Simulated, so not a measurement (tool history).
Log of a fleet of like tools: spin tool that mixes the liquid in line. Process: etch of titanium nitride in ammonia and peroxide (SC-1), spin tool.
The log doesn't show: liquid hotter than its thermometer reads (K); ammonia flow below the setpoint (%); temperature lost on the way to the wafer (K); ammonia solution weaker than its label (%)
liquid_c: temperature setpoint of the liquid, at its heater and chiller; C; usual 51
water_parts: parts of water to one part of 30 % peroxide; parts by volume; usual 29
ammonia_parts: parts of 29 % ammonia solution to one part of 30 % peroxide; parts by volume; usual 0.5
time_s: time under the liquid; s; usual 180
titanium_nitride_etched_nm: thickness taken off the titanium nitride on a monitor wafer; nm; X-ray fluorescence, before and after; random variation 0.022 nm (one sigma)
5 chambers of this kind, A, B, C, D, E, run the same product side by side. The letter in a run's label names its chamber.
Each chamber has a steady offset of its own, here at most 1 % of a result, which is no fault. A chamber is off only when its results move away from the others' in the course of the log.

run,hour,liquid_c,water_parts,ammonia_parts,time_s,hours since the thermometer was replaced,hours since the ammonia flow meter was replaced,hours since the heated supply line was repaired,hours since the drum of ammonia solution was connected,"read-back film thickness of the titanium nitride reference wafer, read on the same gauge (nm)",titanium_nitride_etched_nm
1D,6.1,51,29,0.5,180,1034.4,255.8,3490.7,1263.4,59.991,6.1351
# hour 7.5: chamber C: heated supply line repaired
2E,11.2,51,29,0.5,180,1196.3,1997.4,1067,275.6,60.007,6.1414
3C,18.5,51,29,0.5,180,1543.9,271.1,11,525,59.997,6.1398
4A,25.1,51,29,0.5,180,702.3,1454.6,60,704.9,60.016,6.0771
5B,33.3,51,29,0.5,180,754.4,965.5,3090.9,190.9,59.996,6.161
# hour 37.8: chamber D: new drum of ammonia solution connected
6A,40.5,43,22.5,0.5,180,717.7,1470,75.4,720.3,59.98,3.9792
7D,45.6,43,22.5,0.5,180,1073.9,295.3,3530.2,7.9,59.995,4.0142
8C,52.8,43,22.5,0.5,180,1578.2,305.4,45.3,559.3,59.988,3.9756
9B,61.5,43,22.5,0.5,180,782.6,993.7,3119.1,219.1,60.019,4.0371
10E,66.8,43,22.5,0.5,180,1251.9,2053,1122.6,331.2,60.006,4.0033
11A,76.8,55,43,0.5,180,754,1506.3,111.7,756.6,60.001,6.4295
12E,81.8,55,43,0.5,180,1266.9,2068,1137.6,346.2,59.993,6.5499
# hour 90: chamber C: new drum of ammonia solution connected
13B,90,55,43,0.5,180,811.1,1022.2,3147.6,247.6,60.008,6.4462
14C,94.4,55,43,0.5,180,1619.8,347,86.9,4.5,60.025,6.4599
15D,101.6,55,43,0.5,180,1129.9,351.3,3586.2,63.9,60.017,6.4319
16D,110.9,51,29,0.5,180,1139.2,360.6,3595.5,73.2,60.01,6.1658
# hour 115.4: chamber E: ammonia flow meter replaced
17B,118,51,29,0.5,180,839.1,1050.2,3175.6,275.6,59.968,6.1514
18A,126.2,51,29,0.5,180,803.4,1555.7,161.1,806,60.003,6.2118
19C,136,51,29,0.5,180,1661.4,388.6,128.5,46.1,60.02,6.1606
20E,141.7,51,29,0.5,180,1326.8,26.3,1197.5,406.1,59.999,6.1642
21A,150.4,51,29,0.5,180,827.6,1579.9,185.3,830.2,59.982,6.2364
22C,160.3,51,29,0.5,180,1685.7,412.9,152.8,70.4,60.002,6.1538
23D,167.5,51,29,0.5,180,1195.8,417.2,3652.1,129.8,59.993,6.1507
24B,175.5,51,29,0.5,180,896.6,1107.7,3233.1,333.1,60,6.1103
25E,180.8,51,29,0.5,180,1365.9,65.4,1236.6,445.2,59.998,6.1872
26B,187.8,51,29,0.5,180,908.9,1120,3245.4,345.4,59.992,6.1565
27C,195.7,51,29,0.5,180,1721.1,448.3,188.2,105.8,60.01,6.114
# hour 196.8: chamber B: thermometer replaced
28A,205.2,51,29,0.5,180,882.4,1634.7,240.1,885,60.014,6.342
29D,211.3,43.5,29,0.4,180,1239.6,461,3695.9,173.6,59.992,3.4635
30E,219.4,43.5,29,0.4,180,1404.5,104,1275.2,483.8,60.005,3.4819
# hour 219.6: chamber E: new drum of ammonia solution connected
31B,225.8,43.5,29,0.4,180,29,1158,3283.4,383.4,60.022,3.4638
32E,233.1,43.5,29,0.4,180,1418.2,117.7,1288.9,13.5,59.988,3.4795
33A,243.2,43.5,29,0.4,180,920.4,1672.7,278.1,923,59.98,3.6104
34C,251.8,51,29,0.5,180,1777.2,504.4,244.3,161.9,60.019,6.1462

Next, every chamber runs the same settings. What will each give?
35A,259,51,29,0.5,180,,,,,,?
35B,259,51,29,0.5,180,,,,,,?
35C,259,51,29,0.5,180,,,,,,?
35D,259,51,29,0.5,180,,,,,,?
35E,259,51,29,0.5,180,,,,,,?

run,titanium_nitride_etched_nm
35A,6.3418
35B,6.1498
35C,6.1516
35D,6.1166
35E,6.1411

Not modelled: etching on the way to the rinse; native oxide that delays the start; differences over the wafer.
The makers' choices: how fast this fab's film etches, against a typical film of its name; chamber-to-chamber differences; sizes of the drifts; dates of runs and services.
